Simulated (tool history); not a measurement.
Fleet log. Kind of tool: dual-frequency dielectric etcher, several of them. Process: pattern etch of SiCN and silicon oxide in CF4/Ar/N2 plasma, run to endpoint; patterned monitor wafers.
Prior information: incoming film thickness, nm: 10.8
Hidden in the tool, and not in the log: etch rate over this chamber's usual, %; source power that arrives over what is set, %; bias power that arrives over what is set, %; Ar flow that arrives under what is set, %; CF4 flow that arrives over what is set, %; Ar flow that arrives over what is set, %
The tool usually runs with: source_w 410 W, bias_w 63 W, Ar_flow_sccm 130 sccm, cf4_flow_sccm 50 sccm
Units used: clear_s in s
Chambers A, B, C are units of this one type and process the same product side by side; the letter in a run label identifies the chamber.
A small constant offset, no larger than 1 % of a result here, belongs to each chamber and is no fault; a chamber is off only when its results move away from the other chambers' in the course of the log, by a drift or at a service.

| run | hour | source_w | bias_w | Ar_flow_sccm | cf4_flow_sccm | hours since the last wet clean | hours since the last source power generator calibration | hours since the last bias power generator calibration | hours since the last Ar flow controller change | hours since the last CF4 flow controller change | clear_s |
|---|---|---|---|---|---|---|---|---|---|---|---|
| 1C | 7.6 | 410 | 63 | 130 | 50 | 269.0 | 3727.3 | 161.8 | 666.4 | 666.4 | 15.598 |
| 2B | 12.5 | 410 | 63 | 130 | 50 | 274.2 | 1115.7 | 1441.5 | 2274.4 | 928.0 | 15.710 |
| 3A | 21.8 | 410 | 63 | 130 | 50 | 39.8 | 2132.8 | 1330.1 | 1037.3 | 1098.1 | 16.002 |
| 4A | 31.9 | 410 | 63 | 130 | 50 | 49.9 | 2142.9 | 1340.2 | 1047.4 | 1108.2 | 15.892 |
| 5C | 39.6 | 410 | 63 | 130 | 50 | 301.0 | 3759.3 | 193.8 | 698.4 | 698.4 | 15.705 |
| 6B | 47.6 | 410 | 63 | 130 | 50 | 309.3 | 1150.8 | 1476.6 | 2309.5 | 963.1 | 15.799 |
| 7A | 58.1 | 410 | 63 | 130 | 50 | 76.1 | 2169.1 | 1366.4 | 1073.6 | 1134.4 | 15.740 |
| 8C | 63.0 | 410 | 63 | 130 | 50 | 324.4 | 3782.7 | 217.2 | 721.8 | 721.8 | 15.688 |
| 9B | 68.9 | 410 | 63 | 130 | 50 | 330.6 | 1172.1 | 1497.9 | 2330.8 | 984.4 | 15.729 |
| 10A | 75.8 | 410 | 63 | 130 | 50 | 93.8 | 2186.8 | 1384.1 | 1091.3 | 1152.1 | 15.793 |
| 11C | 84.7 | 410 | 63 | 130 | 50 | 346.1 | 3804.4 | 238.9 | 743.5 | 743.5 | 15.568 |
| 12B | 94.7 | 410 | 63 | 130 | 50 | 356.4 | 1197.9 | 1523.7 | 2356.6 | 1010.2 | 15.793 |
| 13A | 102.1 | 410 | 63 | 130 | 50 | 120.1 | 2213.1 | 1410.4 | 1117.6 | 1178.4 | 15.869 |
| 14C | 113.0 | 410 | 63 | 130 | 50 | 374.4 | 3832.7 | 267.2 | 771.8 | 771.8 | 15.735 |
| 15B | 121.8 | 410 | 63 | 130 | 50 | 383.5 | 1225.0 | 1550.8 | 2383.7 | 1037.3 | 15.840 |
| 16B | 126.9 | 410 | 63 | 130 | 50 | 388.6 | 1230.1 | 1555.9 | 2388.8 | 1042.4 | 15.832 |
| 17C | 136.2 | 370 | 63 | 130 | 45 | 397.6 | 3855.9 | 290.4 | 795.0 | 795.0 | 17.337 |
| 18A | 141.1 | 370 | 63 | 130 | 45 | 159.1 | 2252.1 | 1449.4 | 1156.6 | 1217.4 | 17.671 |
| 19B | 146.1 | 370 | 63 | 130 | 45 | 407.8 | 1249.3 | 1575.1 | 2408.0 | 1061.6 | 17.603 |
| 20A | 154.4 | 410 | 63 | 130 | 50 | 172.4 | 2265.4 | 1462.7 | 1169.9 | 1230.7 | 15.913 |
| 21C | 163.1 | 410 | 63 | 130 | 50 | 424.5 | 3882.8 | 317.3 | 821.9 | 821.9 | 15.710 |
| 22B | 172.5 | 410 | 63 | 130 | 50 | 434.2 | 1275.7 | 1601.5 | 2434.4 | 1088.0 | 15.717 |
| 23C | 178.3 | 410 | 63 | 130 | 50 | 439.7 | 3898.0 | 332.5 | 837.1 | 837.1 | 15.623 |
| 24A | 183.2 | 410 | 63 | 130 | 50 | 201.2 | 2294.2 | 1491.5 | 1198.7 | 1259.5 | 15.738 |

What goes on in this fleet: one chamber off, a drifting gauge, or nothing beyond the chambers' own small offsets? Name the chamber and the cause, if any.

Nothing is wrong: each chamber keeps only its own small, steady offset and the gauge holds still.
